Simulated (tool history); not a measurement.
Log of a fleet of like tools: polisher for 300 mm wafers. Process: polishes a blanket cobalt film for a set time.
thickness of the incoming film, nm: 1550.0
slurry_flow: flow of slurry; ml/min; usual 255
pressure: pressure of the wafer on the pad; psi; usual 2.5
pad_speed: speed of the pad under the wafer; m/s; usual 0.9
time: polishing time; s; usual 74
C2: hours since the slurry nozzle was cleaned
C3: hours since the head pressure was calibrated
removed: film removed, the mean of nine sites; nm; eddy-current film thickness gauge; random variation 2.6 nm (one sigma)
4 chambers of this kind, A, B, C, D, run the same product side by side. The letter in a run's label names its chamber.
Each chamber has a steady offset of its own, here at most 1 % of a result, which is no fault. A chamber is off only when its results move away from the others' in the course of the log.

-- day=0.071 chamber D: worn pad replaced by a new one
run 1D day=0.112 | slurry_flow=255 pressure=2.5 pad_speed=0.9 time=74 | wafers_polished_on_this_pad=14 C2=237.2 C3=612.8 | removed=344.79
-- day=0.188 chamber D: slurry nozzle cleaned
-- day=0.267 chamber C: worn pad replaced by a new one
run 2B day=0.296 | slurry_flow=255 pressure=2.5 pad_speed=0.9 time=74 | wafers_polished_on_this_pad=555 C2=211.2 C3=750.4 | removed=342.59
-- day=0.392 chamber B: slurry nozzle cleaned
run 3A day=0.479 | slurry_flow=255 pressure=2.5 pad_speed=0.9 time=74 | wafers_polished_on_this_pad=389 C2=531.5 C3=635.9 | removed=344.18
run 4C day=0.662 | slurry_flow=255 pressure=2.5 pad_speed=0.9 time=74 | wafers_polished_on_this_pad=130 C2=674 C3=177.2 | removed=349.21
run 5B day=0.867 | slurry_flow=255 pressure=2.5 pad_speed=0.9 time=74 | wafers_polished_on_this_pad=742 C2=11.4 C3=764.1 | removed=342.88
run 6D day=1.079 | slurry_flow=255 pressure=2.5 pad_speed=0.9 time=74 | wafers_polished_on_this_pad=330 C2=21.4 C3=636 | removed=346.76
-- day=1.108 chamber A: worn pad replaced by a new one
run 7C day=1.267 | slurry_flow=255 pressure=2.5 pad_speed=0.9 time=74 | wafers_polished_on_this_pad=327 C2=688.5 C3=191.7 | removed=339.98
run 8A day=1.45 | slurry_flow=255 pressure=2.5 pad_speed=0.9 time=74 | wafers_polished_on_this_pad=112 C2=554.8 C3=659.2 | removed=341.96
run 9B day=1.571 | slurry_flow=255 pressure=2.5 pad_speed=0.9 time=74 | wafers_polished_on_this_pad=972 C2=28.3 C3=781 | removed=344.07
run 10A day=1.725 | slurry_flow=255 pressure=2.5 pad_speed=0.9 time=74 | wafers_polished_on_this_pad=202 C2=561.4 C3=665.8 | removed=346.32
-- day=1.783 chamber B: head pressure recalibrated
-- day=1.829 chamber B: worn pad replaced by a new one
run 11C day=1.871 | slurry_flow=255 pressure=2.5 pad_speed=0.9 time=74 | wafers_polished_on_this_pad=524 C2=703 C3=206.2 | removed=343.47
-- day=1.938 chamber A: slurry nozzle cleaned
run 12D day=2.029 | slurry_flow=255 pressure=2.5 pad_speed=0.9 time=74 | wafers_polished_on_this_pad=640 C2=44.2 C3=658.8 | removed=342.89
run 13A day=2.167 | slurry_flow=305 pressure=2.5 pad_speed=0.9 time=65 | wafers_polished_on_this_pad=346 C2=5.5 C3=676.4 | removed=304.63
run 14B day=2.325 | slurry_flow=305 pressure=2.5 pad_speed=0.9 time=65 | wafers_polished_on_this_pad=163 C2=46.4 C3=13.1 | removed=286.61
run 15C day=2.496 | slurry_flow=305 pressure=2.5 pad_speed=0.9 time=65 | wafers_polished_on_this_pad=728 C2=718 C3=221.2 | removed=312.08
-- day=2.633 chamber C: worn pad replaced by a new one
run 16D day=2.65 | slurry_flow=305 pressure=2.5 pad_speed=0.9 time=65 | wafers_polished_on_this_pad=843 C2=59.1 C3=673.7 | removed=310.33
run 17B day=2.854 | slurry_flow=255 pressure=2.5 pad_speed=0.9 time=74 | wafers_polished_on_this_pad=335 C2=59.1 C3=25.8 | removed=313.55
run 18D day=3.017 | slurry_flow=325 pressure=2.5 pad_speed=0.76 time=74 | wafers_polished_on_this_pad=963 C2=67.9 C3=682.5 | removed=297.33
-- day=3.05 chamber A: worn pad replaced by a new one
run 19C day=3.188 | slurry_flow=325 pressure=2.5 pad_speed=0.76 time=74 | wafers_polished_on_this_pad=181 C2=734.6 C3=237.8 | removed=296.81
-- day=3.354 chamber D: worn pad replaced by a new one
run 20A day=3.417 | slurry_flow=325 pressure=2.5 pad_speed=0.76 time=74 | wafers_polished_on_this_pad=119 C2=35.5 C3=706.4 | removed=292.44
run 21B day=3.562 | slurry_flow=325 pressure=2.5 pad_speed=0.76 time=74 | wafers_polished_on_this_pad=567 C2=76.1 C3=42.8 | removed=269.38
run 22D day=3.767 | slurry_flow=255 pressure=2.5 pad_speed=0.9 time=74 | wafers_polished_on_this_pad=135 C2=85.9 C3=700.5 | removed=348.76
run 23C day=3.929 | slurry_flow=255 pressure=2.5 pad_speed=0.9 time=74 | wafers_polished_on_this_pad=423 C2=752.4 C3=255.6 | removed=346.53
run 24A day=4.033 | slurry_flow=255 pressure=2.5 pad_speed=0.9 time=74 | wafers_polished_on_this_pad=321 C2=50.3 C3=721.2 | removed=340.25
run 25A day=4.162 | slurry_flow=255 pressure=2.5 pad_speed=0.9 time=74 | wafers_polished_on_this_pad=363 C2=53.4 C3=724.3 | removed=341.2
run 26D day=4.346 | slurry_flow=255 pressure=2.5 pad_speed=0.9 time=74 | wafers_polished_on_this_pad=325 C2=99.8 C3=714.4 | removed=343.08
run 27B day=4.55 | slurry_flow=255 pressure=2.5 pad_speed=0.9 time=74 | wafers_polished_on_this_pad=889 C2=99.8 C3=66.5 | removed=313.66
run 28C day=4.746 | slurry_flow=255 pressure=2.5 pad_speed=0.9 time=74 | wafers_polished_on_this_pad=690 C2=772 C3=275.2 | removed=343.22
-- day=4.833 chamber B: worn pad replaced by a new one
run 29C day=4.908 | slurry_flow=255 pressure=2.5 pad_speed=0.9 time=74 | wafers_polished_on_this_pad=743 C2=775.9 C3=279.1 | removed=348.48
run 30D day=5.062 | slurry_flow=255 pressure=2.5 pad_speed=0.9 time=74 | wafers_polished_on_this_pad=559 C2=117 C3=731.6 | removed=348.28
-- day=5.088 chamber C: worn pad replaced by a new one
-- day=5.125 chamber A: worn pad replaced by a new one
run 31B day=5.225 | slurry_flow=255 pressure=2.5 pad_speed=0.9 time=74 | wafers_polished_on_this_pad=128 C2=116 C3=82.7 | removed=320.53
run 32A day=5.446 | slurry_flow=255 pressure=2.5 pad_speed=0.9 time=74 | wafers_polished_on_this_pad=105 C2=84.2 C3=755.1 | removed=343.06
run 33C day=5.567 | slurry_flow=255 pressure=2.5 pad_speed=0.76 time=86 | wafers_polished_on_this_pad=157 C2=791.7 C3=294.9 | removed=340.82

What goes on in this fleet: one chamber off, a drifting gauge, or nothing beyond the chambers' own small offsets? Name the chamber and the cause, if any.

A service left chamber B off against the others.
Cause: head's pressure below its setpoint, % = 8.16.

Here are 4 candidates for chamber B's next run, each the usual settings with a change, their results left as question marks. Which one brings its results back in line with what the others give on the usual settings?
In line means no further than this from the other chambers' mean on the usual settings: removed 8.9 nm
run 34B-1 day=5.742 | slurry_flow=255 pressure=2.5 pad_speed=0.82 time=74 | removed=?
run 34B-2 day=5.742 | slurry_flow=255 pressure=2.6 pad_speed=0.92 time=76 | removed=?
run 34B-3 day=5.742 | slurry_flow=175 pressure=2.5 pad_speed=0.9 time=74 | removed=?
run 34B-4 day=5.742 | slurry_flow=255 pressure=2.5 pad_speed=0.92 time=75 | removed=?

The other chambers' mean on the usual settings: removed 344.86 nm
run=34B-1 removed=287.5
run=34B-2 removed=344.54
run=34B-3 removed=300.78
run=34B-4 removed=326.74
34B-2 brings the chamber back in line.

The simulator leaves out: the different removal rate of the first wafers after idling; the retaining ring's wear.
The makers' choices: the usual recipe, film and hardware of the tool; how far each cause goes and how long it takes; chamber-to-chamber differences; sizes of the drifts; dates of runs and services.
